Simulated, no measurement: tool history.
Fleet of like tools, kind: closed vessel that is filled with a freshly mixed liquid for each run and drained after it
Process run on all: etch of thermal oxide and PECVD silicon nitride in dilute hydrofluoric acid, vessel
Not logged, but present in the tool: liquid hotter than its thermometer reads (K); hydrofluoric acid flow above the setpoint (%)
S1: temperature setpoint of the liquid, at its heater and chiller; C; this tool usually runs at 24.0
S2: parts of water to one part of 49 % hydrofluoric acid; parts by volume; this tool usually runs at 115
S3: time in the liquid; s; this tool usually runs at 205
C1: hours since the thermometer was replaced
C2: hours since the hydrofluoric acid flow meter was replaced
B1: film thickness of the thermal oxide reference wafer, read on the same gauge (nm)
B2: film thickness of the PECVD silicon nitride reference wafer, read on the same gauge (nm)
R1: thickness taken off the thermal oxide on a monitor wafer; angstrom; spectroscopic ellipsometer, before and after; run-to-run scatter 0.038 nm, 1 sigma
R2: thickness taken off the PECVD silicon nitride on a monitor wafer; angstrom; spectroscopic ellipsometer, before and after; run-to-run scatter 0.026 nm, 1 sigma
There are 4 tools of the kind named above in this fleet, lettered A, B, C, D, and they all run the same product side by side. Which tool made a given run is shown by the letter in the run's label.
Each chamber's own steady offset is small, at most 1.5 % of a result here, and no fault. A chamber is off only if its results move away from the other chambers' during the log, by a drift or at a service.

run   hour    S1   S2   S3     C1      C2      B1      B2       R1       R2
 1D    3.4  24.0  115  205  114.9  1067.5  29.986  89.979   83.876  30.5920
 2B    6.9  24.0  115  205  173.3  1260.7  29.992  90.009   84.854  30.3130
 3A    9.9  24.0  115  205  402.6    94.9  29.972  90.021   83.624  30.4080
 4C   14.4  24.0  115  205  675.8   758.7  30.018  90.017   83.670  30.6750
 5D   18.8  24.0  115  205  130.3  1082.9  29.980  89.938   83.951  30.3660
 6B   23.6  24.0  115  205  190.0  1277.4  30.014  89.991   85.682  30.0680
 7C   26.3  24.0  115  205  687.7   770.6  29.991  90.010   82.868  30.4570
 8A   29.3  24.0  115  205  422.0   114.3  29.985  90.009   84.400  30.2720
 9D   33.9  24.0  115  205  145.4  1098.0  29.993  90.013   83.419  30.2080
10C   36.9  24.0  115  205  698.3   781.2  29.975  90.005   83.229  30.6320
11A   41.3  20.5   65  205  434.0   126.3  29.989  90.003  135.220  42.1510
12B   46.3  20.5   65  205  212.7  1300.1  29.984  90.039  138.340  42.8180
13C   48.9  20.5   65  205  710.3   793.2  30.003  89.999  134.880  42.3110
14A   52.5  20.5   65  205  445.2   137.5  30.026  89.998  135.660  41.4590
15B   55.6  24.0  115  205  222.0  1309.4  30.003  89.996   85.437  30.1480
16D   58.0  24.0  115  205  169.5  1122.1  30.000  89.955   82.994  30.3550
      61.4  -- chamber D: hydrofluoric acid flow meter replaced
17D   62.9  26.5  115  130  174.4     1.6  30.005  90.054   58.372  22.5210
18A   65.5  26.5  115  130  458.2   150.5  29.989  90.012   58.504  22.7520
19B   69.8  26.5  115  130  236.2  1323.6  29.990  89.959   59.569  22.6490
20C   75.3  26.5  115  130  736.7   819.6  30.012  90.016   58.246  22.9210
21D   80.4  24.0  115  205  191.9    19.1  30.006  89.992   82.844  30.2930
22A   85.1  24.0  115  205  477.8   170.1  30.014  90.012   84.303  30.4800
23B   88.9  24.0  145  130  255.3  1342.7  29.991  89.985   40.904  15.5620
24C   92.1  24.0  145  130  753.5   836.4  30.020  89.996   40.544  15.5070
25B   97.5  24.0  145  130  263.9  1351.3  29.992  89.977   41.300  15.3880
26A  101.9  24.0  145  130  494.6   186.9  29.986  90.033   41.113  15.5980
     105.5  -- chamber B: hydrofluoric acid flow meter replaced
27C  107.5  24.0  115  205  768.9   851.8  30.020  89.994   83.530  30.6570
28D  112.0  24.0  115  205  223.5    50.7  29.993  89.972   82.965  30.4390
29B  115.0  24.0  170   85  281.4     9.5  30.012  89.999   22.130   8.4691
30D  117.7  24.0  170   85  229.2    56.4  29.995  89.970   21.810   8.6221
31A  122.3  24.0  170   85  515.0   207.3  29.995  89.982   22.212   8.7242
32C  125.9  24.0  170   85  787.3   870.2  29.985  90.028   21.852   8.6449
33C  129.1  24.0  115  205  790.5   873.4  30.001  89.997   83.389  30.7970
34A  134.5  24.0  115  205  527.2   219.5  30.003  89.961   84.012  30.1150
35B  139.3  24.0  115  205  305.7    33.8  30.012  90.029   84.389  30.3940
36D  144.8  24.0  115  205  256.3    83.5  30.011  89.956   83.896  30.4720
37A  147.5  24.0  115  205  540.2   232.5  30.025  90.019   84.634  30.4870
38C  153.1  24.0  115  205  814.5   897.4  30.018  90.026   84.127  30.6610

For the next run the whole fleet of 4 chambers uses the same settings. Give each chamber's results:
39A  157.1  24.0  135  205                   ?   ?
39B  157.1  24.0  135  205                   ?   ?
39C  157.1  24.0  135  205                   ?   ?
39D  157.1  24.0  135  205                   ?   ?

run      R1       R2
39A  70.314  26.0460
39B  70.944  26.0240
39C  69.420  25.6660
39D  68.693  25.8790

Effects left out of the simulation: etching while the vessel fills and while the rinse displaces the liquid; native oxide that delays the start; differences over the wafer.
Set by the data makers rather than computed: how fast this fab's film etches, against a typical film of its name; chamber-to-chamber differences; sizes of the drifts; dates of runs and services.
